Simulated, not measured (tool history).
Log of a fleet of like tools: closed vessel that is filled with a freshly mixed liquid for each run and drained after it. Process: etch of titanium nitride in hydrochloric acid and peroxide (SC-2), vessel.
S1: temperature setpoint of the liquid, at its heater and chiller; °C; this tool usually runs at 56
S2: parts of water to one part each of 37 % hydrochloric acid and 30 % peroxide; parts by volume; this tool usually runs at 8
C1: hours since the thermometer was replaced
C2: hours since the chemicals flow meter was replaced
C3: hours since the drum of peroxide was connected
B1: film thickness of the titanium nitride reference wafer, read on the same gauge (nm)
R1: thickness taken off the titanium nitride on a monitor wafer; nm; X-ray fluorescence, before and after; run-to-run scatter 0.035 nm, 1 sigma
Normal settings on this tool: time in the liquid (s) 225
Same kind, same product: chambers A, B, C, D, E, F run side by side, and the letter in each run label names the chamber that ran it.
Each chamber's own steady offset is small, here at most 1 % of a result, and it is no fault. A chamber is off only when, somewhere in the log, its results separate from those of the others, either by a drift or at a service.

run 1E hour=9.5 | S1=56 S2=8 time_in_the_liquid_(s)=225 | C1=198.1 C2=13.9 C3=404.7 | B1=110.01 | R1=5.5803
run 2B hour=26.2 | S1=56 S2=8 time_in_the_liquid_(s)=225 | C1=627.9 C2=1176.5 C3=476.3 | B1=110.00 | R1=5.5671
run 3D hour=38.2 | S1=56 S2=8 time_in_the_liquid_(s)=225 | C1=256.2 C2=289.3 C3=370.3 | B1=110.00 | R1=5.5707
-- hour=43.4 chamber F: new drum of peroxide connected
run 4F hour=46.5 | S1=56 S2=8 time_in_the_liquid_(s)=225 | C1=1292.9 C2=1659.5 C3=3.2 | B1=110.01 | R1=5.5383
run 5A hour=58.9 | S1=56 S2=8 time_in_the_liquid_(s)=175 | C1=959.5 C2=1316.3 C3=185.3 | B1=110.01 | R1=4.2844
-- hour=67.9 chamber F: chemicals flow meter replaced
run 6C hour=70.1 | S1=56 S2=8 time_in_the_liquid_(s)=175 | C1=748.0 C2=789.0 C3=151.3 | B1=110.00 | R1=4.3285
run 7F hour=81.9 | S1=56 S2=8 time_in_the_liquid_(s)=175 | C1=1328.3 C2=14.1 C3=38.6 | B1=110.02 | R1=4.3304
run 8D hour=95.3 | S1=56 S2=8 time_in_the_liquid_(s)=175 | C1=313.3 C2=346.4 C3=427.4 | B1=109.99 | R1=4.3317
run 9B hour=108.4 | S1=56 S2=8 time_in_the_liquid_(s)=175 | C1=710.1 C2=1258.7 C3=558.5 | B1=110.00 | R1=4.3753
run 10E hour=118.4 | S1=56 S2=8 time_in_the_liquid_(s)=175 | C1=307.0 C2=122.8 C3=513.6 | B1=110.00 | R1=4.3369
-- hour=119.4 chamber D: new drum of peroxide connected
run 11A hour=128.3 | S1=56 S2=8 time_in_the_liquid_(s)=350 | C1=1028.9 C2=1385.7 C3=254.7 | B1=110.01 | R1=8.5926
-- hour=136.5 chamber A: thermometer replaced
-- hour=144.1 chamber C: thermometer replaced
run 12C hour=144.5 | S1=56 S2=8 time_in_the_liquid_(s)=350 | C1=0.5 C2=863.4 C3=225.7 | B1=109.98 | R1=8.6709
run 13F hour=155.1 | S1=56 S2=8 time_in_the_liquid_(s)=350 | C1=1401.5 C2=87.3 C3=111.8 | B1=110.00 | R1=8.6036
run 14C hour=167.7 | S1=56 S2=8 time_in_the_liquid_(s)=350 | C1=23.7 C2=886.6 C3=248.9 | B1=110.00 | R1=8.6601
-- hour=167.9 chamber D: chemicals flow meter replaced
run 15D hour=182.2 | S1=56 S2=8 time_in_the_liquid_(s)=350 | C1=400.2 C2=14.3 C3=62.9 | B1=109.99 | R1=8.6302
run 16E hour=195.2 | S1=56 S2=8 time_in_the_liquid_(s)=350 | C1=383.8 C2=199.6 C3=590.4 | B1=110.00 | R1=8.6639
run 17B hour=208.9 | S1=56 S2=8 time_in_the_liquid_(s)=225 | C1=810.6 C2=1359.2 C3=659.0 | B1=109.99 | R1=5.5699
run 18A hour=225.1 | S1=56 S2=8 time_in_the_liquid_(s)=225 | C1=88.6 C2=1482.5 C3=351.5 | B1=110.00 | R1=5.5714
-- hour=227.0 chamber C: chemicals flow meter replaced
run 19F hour=236.4 | S1=56 S2=8 time_in_the_liquid_(s)=225 | C1=1482.8 C2=168.6 C3=193.1 | B1=110.02 | R1=5.6623
run 20B hour=249.4 | S1=56 S2=8 time_in_the_liquid_(s)=225 | C1=851.1 C2=1399.7 C3=699.5 | B1=110.02 | R1=5.6210
run 21C hour=257.2 | S1=56 S2=8 time_in_the_liquid_(s)=225 | C1=113.2 C2=30.2 C3=338.4 | B1=110.01 | R1=5.5881
run 22E hour=272.9 | S1=56 S2=8 time_in_the_liquid_(s)=225 | C1=461.5 C2=277.3 C3=668.1 | B1=110.01 | R1=5.5267
run 23D hour=285.1 | S1=56 S2=8 time_in_the_liquid_(s)=225 | C1=503.1 C2=117.2 C3=165.8 | B1=110.01 | R1=5.4899
run 24A hour=294.7 | S1=56 S2=8 time_in_the_liquid_(s)=225 | C1=158.2 C2=1552.1 C3=421.1 | B1=110.01 | R1=5.5524
run 25B hour=306.0 | S1=56 S2=8 time_in_the_liquid_(s)=225 | C1=907.7 C2=1456.3 C3=756.1 | B1=109.99 | R1=5.5893
run 26F hour=322.1 | S1=56 S2=8 time_in_the_liquid_(s)=225 | C1=1568.5 C2=254.3 C3=278.8 | B1=109.99 | R1=5.7539
run 27A hour=334.1 | S1=56 S2=8 time_in_the_liquid_(s)=170 | C1=197.6 C2=1591.5 C3=460.5 | B1=110.01 | R1=4.1812
run 28C hour=342.6 | S1=56 S2=8 time_in_the_liquid_(s)=170 | C1=198.6 C2=115.6 C3=423.8 | B1=109.99 | R1=4.2592
run 29E hour=357.5 | S1=56 S2=8 time_in_the_liquid_(s)=170 | C1=546.1 C2=361.9 C3=752.7 | B1=109.99 | R1=4.2038
run 30D hour=367.6 | S1=56 S2=8 time_in_the_liquid_(s)=170 | C1=585.6 C2=199.7 C3=248.3 | B1=110.00 | R1=4.1685
run 31D hour=383.4 | S1=56 S2=8 time_in_the_liquid_(s)=170 | C1=601.4 C2=215.5 C3=264.1 | B1=110.02 | R1=4.2019
run 32C hour=393.8 | S1=56 S2=8 time_in_the_liquid_(s)=170 | C1=249.8 C2=166.8 C3=475.0 | B1=110.00 | R1=4.2100
run 33B hour=402.3 | S1=56 S2=8 time_in_the_liquid_(s)=225 | C1=1004.0 C2=1552.6 C3=852.4 | B1=109.99 | R1=5.6356
run 34E hour=412.7 | S1=56 S2=8 time_in_the_liquid_(s)=225 | C1=601.3 C2=417.1 C3=807.9 | B1=109.99 | R1=5.5723
run 35F hour=423.8 | S1=56 S2=8 time_in_the_liquid_(s)=225 | C1=1670.2 C2=356.0 C3=380.5 | B1=110.00 | R1=5.8999
run 36A hour=434.9 | S1=56 S2=8 time_in_the_liquid_(s)=225 | C1=298.4 C2=1692.3 C3=561.3 | B1=109.98 | R1=5.5564
run 37C hour=451.1 | S1=56 S2=8 time_in_the_liquid_(s)=225 | C1=307.1 C2=224.1 C3=532.3 | B1=109.99 | R1=5.5922

All 6 chambers run these settings next. Forecast each chamber's results:
run 38A hour=463.1 | S1=56 S2=8 time_in_the_liquid_(s)=300 | R1=?
run 38B hour=463.1 | S1=56 S2=8 time_in_the_liquid_(s)=300 | R1=?
run 38C hour=463.1 | S1=56 S2=8 time_in_the_liquid_(s)=300 | R1=?
run 38D hour=463.1 | S1=56 S2=8 time_in_the_liquid_(s)=300 | R1=?
run 38E hour=463.1 | S1=56 S2=8 time_in_the_liquid_(s)=300 | R1=?
run 38F hour=463.1 | S1=56 S2=8 time_in_the_liquid_(s)=300 | R1=?

run=38A R1=7.3867
run=38B R1=7.4956
run=38C R1=7.4870
run=38D R1=7.3182
run=38E R1=7.3451
run=38F R1=7.9974
